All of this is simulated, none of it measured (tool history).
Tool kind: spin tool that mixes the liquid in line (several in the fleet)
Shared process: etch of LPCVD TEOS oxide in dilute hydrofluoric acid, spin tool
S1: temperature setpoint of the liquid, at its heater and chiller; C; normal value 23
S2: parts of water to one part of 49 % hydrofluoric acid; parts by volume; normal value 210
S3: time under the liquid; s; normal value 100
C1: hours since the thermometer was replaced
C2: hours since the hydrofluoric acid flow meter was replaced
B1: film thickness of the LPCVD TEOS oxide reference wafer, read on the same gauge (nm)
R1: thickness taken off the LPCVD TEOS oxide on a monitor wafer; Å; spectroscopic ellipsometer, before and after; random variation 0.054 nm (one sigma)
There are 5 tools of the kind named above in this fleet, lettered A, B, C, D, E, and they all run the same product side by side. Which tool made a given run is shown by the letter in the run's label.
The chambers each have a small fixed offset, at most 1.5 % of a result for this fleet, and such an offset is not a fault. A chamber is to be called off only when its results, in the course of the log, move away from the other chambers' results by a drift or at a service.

run	hour	S1	S2	S3	C1	C2	B1	R1
1E	6.3	23	210	100	50.7	71.9	89.983	68.911
2C	13.3	23	210	100	115.2	663.6	90.018	67.856
3B	18.5	23	210	100	1038.1	451.4	90.021	67.583
4A	24.7	23	210	100	1317.2	145.7	89.996	69.681
5D	30.8	23	210	100	342.6	597.6	90.028	68.535
6A	37.4	23	210	100	1329.9	158.4	89.987	68.924
7D	42.0	23	210	100	353.8	608.8	89.998	67.573
8E	48.3	23	210	100	92.7	113.9	89.994	69.061
9B	52.5	23	250	100	1072.1	485.4	90.009	55.493
10C	57.6	23	250	100	159.5	707.9	90.008	54.518
11C	65.4	23	250	100	167.3	715.7	90.029	55.377
12B	69.9	23	250	100	1089.5	502.8	89.992	54.957
13A	78.4	23	250	100	1370.9	199.4	89.965	55.164
14E	87.2	23	210	100	131.6	152.8	90.009	67.854
15D	91.3	23	210	100	403.1	658.1	90.011	67.617
16A	95.7	23	210	100	1388.2	216.7	90.013	69.378
17C	103.9	23	210	100	205.8	754.2	89.994	68.188
18B	110.8	23	210	100	1130.4	543.7	89.952	69.138
# hour 112.1: chamber B: thermometer replaced
19E	116.5	23	210	100	160.9	182.1	90.010	67.296
20D	121.2	23	210	100	433.0	688.0	89.993	66.919
21C	127.1	26	210	100	229.0	777.4	89.976	74.686
22B	135.1	26	210	100	23.0	568.0	89.987	78.101
23E	143.0	26	210	100	187.4	208.6	90.006	76.673
24A	150.9	26	210	100	1443.4	271.9	89.988	77.935
25D	155.6	26	210	100	467.4	722.4	90.044	73.968
26B	160.1	23	210	100	48.0	593.0	90.035	69.021
# hour 161.4: chamber C: hydrofluoric acid flow meter replaced
27A	164.1	23	210	100	1456.6	285.1	89.969	68.526
28E	168.0	23	210	100	212.4	233.6	90.012	68.259
29D	172.7	23	310	100	484.5	739.5	90.009	39.552
30C	180.0	23	310	100	281.9	18.7	90.019	41.935
31E	187.1	23	310	100	231.5	252.7	90.036	41.630
32A	193.5	23	310	100	1486.0	314.5	90.000	42.270
33D	197.5	23	310	100	509.3	764.3	89.981	40.096
34C	203.0	26	275	100	304.9	41.7	90.040	53.402

What goes on in this fleet: one chamber off, a drifting gauge, or nothing beyond the chambers' own small offsets? Name the chamber and the cause, if any.

Little by little, chamber D moves away from the other chambers.
Cause: liquid colder than its thermometer reads (K) = 1.89.
From this log alone, it may not be told apart from: hydrofluoric acid flow below the setpoint (%).

Chamber D could run next with any of the 4 candidate recipes listed below; each alters the usual settings, and their results appear as question marks. Which one brings its results back in line with what the other chambers deliver on the usual settings?
In line means no further than this from the other chambers' mean on the usual settings: R1 1.900 Å
35D-1	209.4	22.5	235	100				?
35D-2	209.4	23.5	210	115				?
35D-3	209.4	23.0	205	105				?
35D-4	209.4	23.0	215	95				?

What the other chambers average on the usual settings: R1 68.478 Å
run	R1
35D-1	54.369
35D-2	74.280
35D-3	68.508
35D-4	58.568
With 35D-3, the chamber falls back in line with the rest.
